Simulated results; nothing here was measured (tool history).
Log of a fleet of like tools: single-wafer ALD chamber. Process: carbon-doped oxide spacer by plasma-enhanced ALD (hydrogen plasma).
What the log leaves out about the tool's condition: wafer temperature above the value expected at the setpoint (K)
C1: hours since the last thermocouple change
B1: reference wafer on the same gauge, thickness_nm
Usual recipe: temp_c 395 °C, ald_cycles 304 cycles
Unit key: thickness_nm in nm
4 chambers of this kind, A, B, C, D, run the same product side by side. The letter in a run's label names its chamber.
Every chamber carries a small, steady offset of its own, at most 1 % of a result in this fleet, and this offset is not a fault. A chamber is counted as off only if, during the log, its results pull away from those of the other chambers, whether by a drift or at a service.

Run 1D, hour 5: usual settings; C1 951.8; B1 14.091. Result: thickness_nm 15.273 nm.
Run 2A, hour 13.4: usual settings; C1 839.6; B1 14.103. Result: thickness_nm 15.131 nm.
Run 3B, hour 19.4: usual settings; C1 1378.5; B1 14.091. Result: thickness_nm 15.072 nm.
Run 4C, hour 28.3: usual settings; C1 458.6; B1 14.103. Result: thickness_nm 15.347 nm.
Run 5A, hour 33.6: usual settings; C1 859.8; B1 14.104. Result: thickness_nm 15.175 nm.
Run 6D, hour 41.8: usual settings; C1 988.6; B1 14.116. Result: thickness_nm 15.276 nm.
Run 7B, hour 47.1: usual settings; C1 1406.2; B1 14.1. Result: thickness_nm 14.943 nm.
Run 8C, hour 54: usual settings; C1 484.3; B1 14.09. Result: thickness_nm 15.339 nm.
Run 9B, hour 60.8: usual settings; C1 1419.9; B1 14.076. Result: thickness_nm 15.043 nm.
Run 10A, hour 67.1: usual settings; C1 893.3; B1 14.082. Result: thickness_nm 15.045 nm.
Run 11C, hour 71.6: usual settings; C1 501.9; B1 14.108. Result: thickness_nm 15.149 nm.
Run 12D, hour 76.8: usual settings; C1 1023.6; B1 14.11. Result: thickness_nm 15.502 nm.
Run 13D, hour 83.8: usual settings; C1 1030.6; B1 14.088. Result: thickness_nm 15.256 nm.
Run 14C, hour 91: usual settings; C1 521.3; B1 14.083. Result: thickness_nm 15.464 nm.
Run 15A, hour 95.6: usual settings; C1 921.8; B1 14.091. Result: thickness_nm 15.149 nm.
Run 16B, hour 99.5: usual settings; C1 1458.6; B1 14.111. Result: thickness_nm 14.956 nm.
Run 17A, hour 106: usual settings; C1 932.2; B1 14.104. Result: thickness_nm 15.194 nm.
Run 18C, hour 110.5: usual settings but temp_c 387 °C, ald_cycles 364 cycles; C1 540.8; B1 14.093. Result: thickness_nm 18.199 nm.
Run 19D, hour 118.3: usual settings but temp_c 387 °C, ald_cycles 364 cycles; C1 1065.1; B1 14.088. Result: thickness_nm 18.367 nm.
At hour 124.8: chamber D: thermocouple changed; heater temperature recalibrated.
Run 20B, hour 126.3: usual settings but temp_c 387 °C, ald_cycles 364 cycles; C1 1485.4; B1 14.101. Result: thickness_nm 18.182 nm.
Run 21C, hour 134.9: usual settings but temp_c 387 °C, ald_cycles 364 cycles; C1 565.2; B1 14.115. Result: thickness_nm 18.483 nm.
Run 22B, hour 142: usual settings but temp_c 381 °C, ald_cycles 325 cycles; C1 1501.1; B1 14.078. Result: thickness_nm 16.078 nm.
Run 23D, hour 149.5: usual settings but temp_c 381 °C, ald_cycles 325 cycles; C1 24.8; B1 14.101. Result: thickness_nm 16.399 nm.
Run 24A, hour 154: usual settings but temp_c 381 °C, ald_cycles 325 cycles; C1 980.2; B1 14.112. Result: thickness_nm 16.18 nm.
Run 25B, hour 161.6: usual settings but temp_c 381 °C, ald_cycles 325 cycles; C1 1520.7; B1 14.094. Result: thickness_nm 16.208 nm.
Run 26D, hour 165.6: usual settings but temp_c 383 °C, ald_cycles 281 cycles; C1 40.9; B1 14.104. Result: thickness_nm 14.185 nm.
Run 27C, hour 172.2: usual settings but temp_c 383 °C, ald_cycles 281 cycles; C1 602.5; B1 14.101. Result: thickness_nm 14.102 nm.
Run 28A, hour 177: usual settings but temp_c 383 °C, ald_cycles 281 cycles; C1 1003.2; B1 14.092. Result: thickness_nm 13.947 nm.
Run 29B, hour 184.1: usual settings but temp_c 383 °C, ald_cycles 281 cycles; C1 1543.2; B1 14.096. Result: thickness_nm 13.909 nm.
Run 30A, hour 189.2: usual settings; C1 1015.4; B1 14.108. Result: thickness_nm 15.149 nm.
Run 31D, hour 193: usual settings; C1 68.3; B1 14.101. Result: thickness_nm 15.166 nm.
Run 32C, hour 201.2: usual settings; C1 631.5; B1 14.103. Result: thickness_nm 15.391 nm.
Run 33C, hour 207.5: usual settings; C1 637.8; B1 14.085. Result: thickness_nm 15.414 nm.
Run 34A, hour 215: usual settings; C1 1041.2; B1 14.102. Result: thickness_nm 15.186 nm.
Run 35B, hour 223.3: usual settings; C1 1582.4; B1 14.087. Result: thickness_nm 15.067 nm.
Run 36D, hour 229.8: usual settings; C1 105.1; B1 14.102. Result: thickness_nm 15.241 nm.
Run 37B, hour 235.4: usual settings; C1 1594.5; B1 14.111. Result: thickness_nm 15.17 nm.
Run 38D, hour 243.2: usual settings but ald_cycles 361 cycles; C1 118.5; B1 14.086. Result: thickness_nm 18.27 nm.
Run 39A, hour 251: usual settings but ald_cycles 361 cycles; C1 1077.2; B1 14.105. Result: thickness_nm 17.921 nm.
Run 40C, hour 258.2: usual settings but ald_cycles 361 cycles; C1 688.5; B1 14.087. Result: thickness_nm 18.164 nm.
Run 41D, hour 262.8: usual settings but ald_cycles 361 cycles; C1 138.1; B1 14.096. Result: thickness_nm 18.188 nm.

The same settings go to every chamber for the next run, one line per chamber below. Forecast the results for each:
Run 42A, hour 269.2: usual settings. Result: thickness_nm ?.
Run 42B, hour 269.2: usual settings. Result: thickness_nm ?.
Run 42C, hour 269.2: usual settings. Result: thickness_nm ?.
Run 42D, hour 269.2: usual settings. Result: thickness_nm ?.

run  thickness_nm
42A        15.038
42B        15.017
42C         15.44
42D        15.247
